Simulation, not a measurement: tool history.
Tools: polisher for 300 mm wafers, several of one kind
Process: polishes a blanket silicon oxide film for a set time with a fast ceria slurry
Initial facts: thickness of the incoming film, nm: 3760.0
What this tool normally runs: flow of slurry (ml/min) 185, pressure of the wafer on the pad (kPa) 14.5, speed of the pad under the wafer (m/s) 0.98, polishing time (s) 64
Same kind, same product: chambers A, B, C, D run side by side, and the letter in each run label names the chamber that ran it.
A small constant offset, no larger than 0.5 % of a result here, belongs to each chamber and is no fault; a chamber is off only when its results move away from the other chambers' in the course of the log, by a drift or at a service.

run,hour,flow of slurry (ml/min),pressure of the wafer on the pad (kPa),speed of the pad under the wafer (m/s),polishing time (s),film removed (angstrom)
1A,7.5,185,14.5,0.98,64,8378.8
# hour 10.4: chamber B: worn pad replaced by a new one
2C,20.6,185,14.5,0.98,64,8320
3B,29.5,185,14.5,0.98,64,8197.9
4D,36.9,185,14.5,0.98,64,8251.7
5D,50,185,14.5,0.98,64,8228.8
6C,61.4,185,14.5,0.98,64,8251.8
# hour 61.9: chamber D: worn pad replaced by a new one
# hour 62.4: chamber B: slurry nozzle cleaned
7A,72.9,185,14.5,0.98,64,8178.1
# hour 75.3: chamber C: worn pad replaced by a new one
8B,80.5,185,14.5,0.98,64,8365.3
9B,88.2,185,14.5,0.98,64,8322.1
10D,95.4,185,14.5,0.98,64,8326.4
11C,104.4,185,14.5,0.98,64,8262.3
# hour 115.2: chamber C: slurry nozzle cleaned
12A,115.7,185,14.5,0.98,64,8184.4
13A,129,185,14.5,0.98,64,8205.3
14B,135.8,185,14.5,0.98,64,8233.8
15C,147.5,185,14.5,0.98,64,8173.6
16D,159.1,185,14.5,0.98,64,8182
17B,171.6,185,14.5,0.98,64,8325.5
18A,179.7,185,14.5,0.98,64,8219
# hour 189.1: chamber A: worn pad replaced by a new one
19D,193.1,185,14.5,0.98,64,8276.3
20C,202.3,185,14.5,0.98,64,8131.3
# hour 206.9: chamber B: worn pad replaced by a new one
21D,210.7,185,14.5,0.98,64,8039.5
22C,219.4,215,14.5,0.98,64,8522.3
23B,225.7,215,14.5,0.98,64,8553.5
# hour 229.3: chamber D: worn pad replaced by a new one
24A,235.5,215,14.5,0.98,64,8446.1
25A,246.2,215,14.5,0.98,64,8272.4
26B,256.5,185,14.5,0.98,64,8224.1
# hour 260.9: chamber C: worn pad replaced by a new one
27D,266.5,185,14.5,1.16,64,9278.6
28C,273.7,185,14.5,1.16,64,9850.7
29B,282.1,185,14.5,1.16,64,9765.3
30D,289.8,185,14.5,1.16,64,9231.7
31C,303.7,185,14.5,0.98,64,8368.9
32A,310.9,185,14.5,0.98,64,8267.8
33D,324.2,185,14.5,0.98,64,7909.4
34C,334.7,185,14.5,0.98,64,8418.3
35B,341.3,185,14.5,0.98,64,8401.6
36A,353.8,185,14.5,0.98,64,8159.8
# hour 358.7: chamber A: worn pad replaced by a new one
37D,363.1,185,14.5,0.98,64,7693.7
38B,374.6,185,14.5,0.98,64,8349.2
39A,387,185,14.5,0.98,64,8264.7

Does one chamber stand apart from the rest, does the shared gauge drift, or is all well apart from small per-chamber offsets? Give the chamber and the most likely cause, where there is one.

It is chamber D that slowly wanders off from its peers.
Most likely cause: slurry flow missing at the pad, % = 38.7.
The log may not separate it from: head's pressure below its setpoint, %.

Below are 4 candidate recipes for chamber D's next run, each the usual settings with a change, their results shown as question marks. Which of them brings D's results back in line with what the other chambers give on the usual settings?
Counts as in line when no further than this from what the other chambers average on the usual settings: film removed (angstrom) 360
40D-1,397,110,14.5,0.98,64,?
40D-2,397,185,15.2,1.04,67,?
40D-3,397,185,15.2,1.02,64,?
40D-4,397,185,13.8,0.94,64,?

The other chambers' mean on the usual settings: film removed (angstrom) 8238.9
run,film removed (angstrom)
40D-1,6464.7
40D-2,8759.6
40D-3,8206
40D-4,6863.4
40D-3 is the one that brings the chamber's results back in line with the other chambers.
